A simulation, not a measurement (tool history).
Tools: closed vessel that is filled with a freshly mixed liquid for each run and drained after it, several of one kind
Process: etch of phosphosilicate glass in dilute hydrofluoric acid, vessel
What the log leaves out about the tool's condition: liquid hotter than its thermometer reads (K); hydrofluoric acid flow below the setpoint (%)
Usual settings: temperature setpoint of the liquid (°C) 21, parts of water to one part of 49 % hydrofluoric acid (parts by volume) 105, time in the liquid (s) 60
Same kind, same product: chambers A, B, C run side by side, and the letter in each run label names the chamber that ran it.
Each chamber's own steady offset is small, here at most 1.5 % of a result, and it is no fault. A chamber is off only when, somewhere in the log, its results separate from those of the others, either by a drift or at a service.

| run | hour | temperature setpoint of the liquid (°C) | parts of water to one part of 49 % hydrofluoric acid (parts by volume) | time in the liquid (s) | hours since the thermometer was replaced | hours since the hydrofluoric acid flow meter was replaced | read-back film thickness of the phosphosilicate glass reference wafer, read on the same gauge (nm) | thickness taken off the phosphosilicate glass on a monitor wafer (angstrom) |
|---|---|---|---|---|---|---|---|---|
| 1A | 2.5 | 21 | 105 | 60 | 1284.3 | 830.6 | 120 | 808.21 |
| 2C | 5.6 | 21 | 105 | 60 | 761.3 | 918.3 | 120 | 794.52 |
| 3B | 11.2 | 21 | 105 | 60 | 1339 | 64.6 | 120 | 802.46 |
| 4B | 14.9 | 21 | 105 | 60 | 1342.7 | 68.3 | 120.01 | 791.29 |
| 5C | 20.5 | 21 | 105 | 60 | 776.2 | 933.2 | 119.97 | 800.58 |
| 6A | 25.5 | 21 | 105 | 60 | 1307.3 | 853.6 | 120 | 811.81 |
| 7C | 29.7 | 21 | 105 | 60 | 785.4 | 942.4 | 120 | 809.39 |
| 8A | 34.8 | 21 | 105 | 60 | 1316.6 | 862.9 | 120 | 805.54 |
| 9B | 40.7 | 21 | 105 | 60 | 1368.5 | 94.1 | 120.01 | 796.34 |
| 10B | 43.3 | 21 | 105 | 60 | 1371.1 | 96.7 | 120.01 | 800.1 |
| 11A | 47.1 | 23 | 85 | 60 | 1328.9 | 875.2 | 120.02 | 1117.6 |
| 12C | 52.5 | 23 | 85 | 60 | 808.2 | 965.2 | 119.99 | 1113.1 |
| 13A | 55.6 | 23 | 85 | 60 | 1337.4 | 883.7 | 120.02 | 1129.2 |
| 14C | 61 | 21 | 105 | 60 | 816.7 | 973.7 | 120.01 | 803.03 |
| 15B | 65.6 | 21 | 105 | 60 | 1393.4 | 119 | 120 | 807.2 |
| 16A | 69.2 | 21 | 105 | 60 | 1351 | 897.3 | 119.99 | 807.94 |
| 17C | 73.9 | 21 | 105 | 60 | 829.6 | 986.6 | 119.99 | 803.81 |
| 18B | 77 | 21 | 105 | 60 | 1404.8 | 130.4 | 120.03 | 808.56 |
| 19A | 79.9 | 21 | 105 | 60 | 1361.7 | 908 | 119.99 | 806.26 |
| 20C | 85.3 | 21 | 105 | 60 | 841 | 998 | 119.99 | 808.75 |
| 21B | 90.4 | 21 | 105 | 60 | 1418.2 | 143.8 | 119.98 | 793.34 |
| 22C | 95.2 | 21 | 105 | 60 | 850.9 | 1007.9 | 120 | 814.4 |
| 23A | 100 | 21 | 105 | 60 | 1381.8 | 928.1 | 119.99 | 817.43 |
| 24B | 105.8 | 21 | 105 | 60 | 1433.6 | 159.2 | 120.03 | 796.88 |
| 25A | 110.2 | 21 | 105 | 60 | 1392 | 938.3 | 119.97 | 813.24 |
| 26B | 113.1 | 21 | 105 | 60 | 1440.9 | 166.5 | 120 | 788.8 |
| 27C | 116.5 | 25 | 80 | 60 | 872.2 | 1029.2 | 119.99 | 1302 |
| 28C | 120.2 | 25 | 80 | 60 | 875.9 | 1032.9 | 120 | 1299 |
| 29A | 124.3 | 25 | 80 | 60 | 1406.1 | 952.4 | 119.99 | 1295 |
| 30B | 128.9 | 21 | 105 | 60 | 1456.7 | 182.3 | 120.01 | 797.21 |
| 31A | 133 | 21 | 105 | 60 | 1414.8 | 961.1 | 120.02 | 800.33 |
| 32C | 138.4 | 21 | 105 | 60 | 894.1 | 1051.1 | 120 | 839.09 |
| 33B | 141.3 | 21 | 105 | 60 | 1469.1 | 194.7 | 119.96 | 790.63 |
| 34A | 144.3 | 17 | 105 | 85 | 1426.1 | 972.4 | 120.01 | 977.71 |
| 35B | 147.7 | 17 | 105 | 85 | 1475.5 | 201.1 | 119.99 | 962.79 |
| 36C | 152.9 | 17 | 105 | 85 | 908.6 | 1065.6 | 119.98 | 1011.6 |
| 37C | 155.6 | 21 | 105 | 60 | 911.3 | 1068.3 | 120 | 839.72 |
| 38B | 159.7 | 21 | 105 | 60 | 1487.5 | 213.1 | 119.99 | 809.5 |
| 39A | 165.2 | 21 | 105 | 60 | 1447 | 993.3 | 119.99 | 807.06 |

One chamber off, gauge drift, or nothing amiss beyond the chambers' own small offsets? If it is a chamber, which one, and what is the likeliest cause?

Little by little, chamber C moves away from the other chambers.
Most likely cause: liquid hotter than its thermometer reads (K) = 1.44.
Not necessarily distinguishable in this log from: hydrofluoric acid flow above the setpoint (%).

Chamber C could run next with any of the 4 candidate recipes listed below; each alters the usual settings, and their results appear as question marks. Which one brings its results back in line with what the other chambers deliver on the usual settings?
Counts as in line when no further than this from what the other chambers average on the usual settings: thickness taken off the phosphosilicate glass on a monitor wafer (angstrom) 22
| 40C-1 | 169.3 | 23.5 | 105 | 60 |  |  |  | ? |
| 40C-2 | 169.3 | 21 | 100 | 60 |  |  |  | ? |
| 40C-3 | 169.3 | 21 | 110 | 60 |  |  |  | ? |
| 40C-4 | 169.3 | 18.5 | 105 | 60 |  |  |  | ? |

The other chambers' mean on the usual settings: thickness taken off the phosphosilicate glass on a monitor wafer (angstrom) 805.85
| run | thickness taken off the phosphosilicate glass on a monitor wafer (angstrom) |
|---|---|
| 40C-1 | 929.4 |
| 40C-2 | 890.54 |
| 40C-3 | 800.13 |
| 40C-4 | 762.89 |
The right change is 40C-3: it brings the chamber back within the allowed miss of the others.

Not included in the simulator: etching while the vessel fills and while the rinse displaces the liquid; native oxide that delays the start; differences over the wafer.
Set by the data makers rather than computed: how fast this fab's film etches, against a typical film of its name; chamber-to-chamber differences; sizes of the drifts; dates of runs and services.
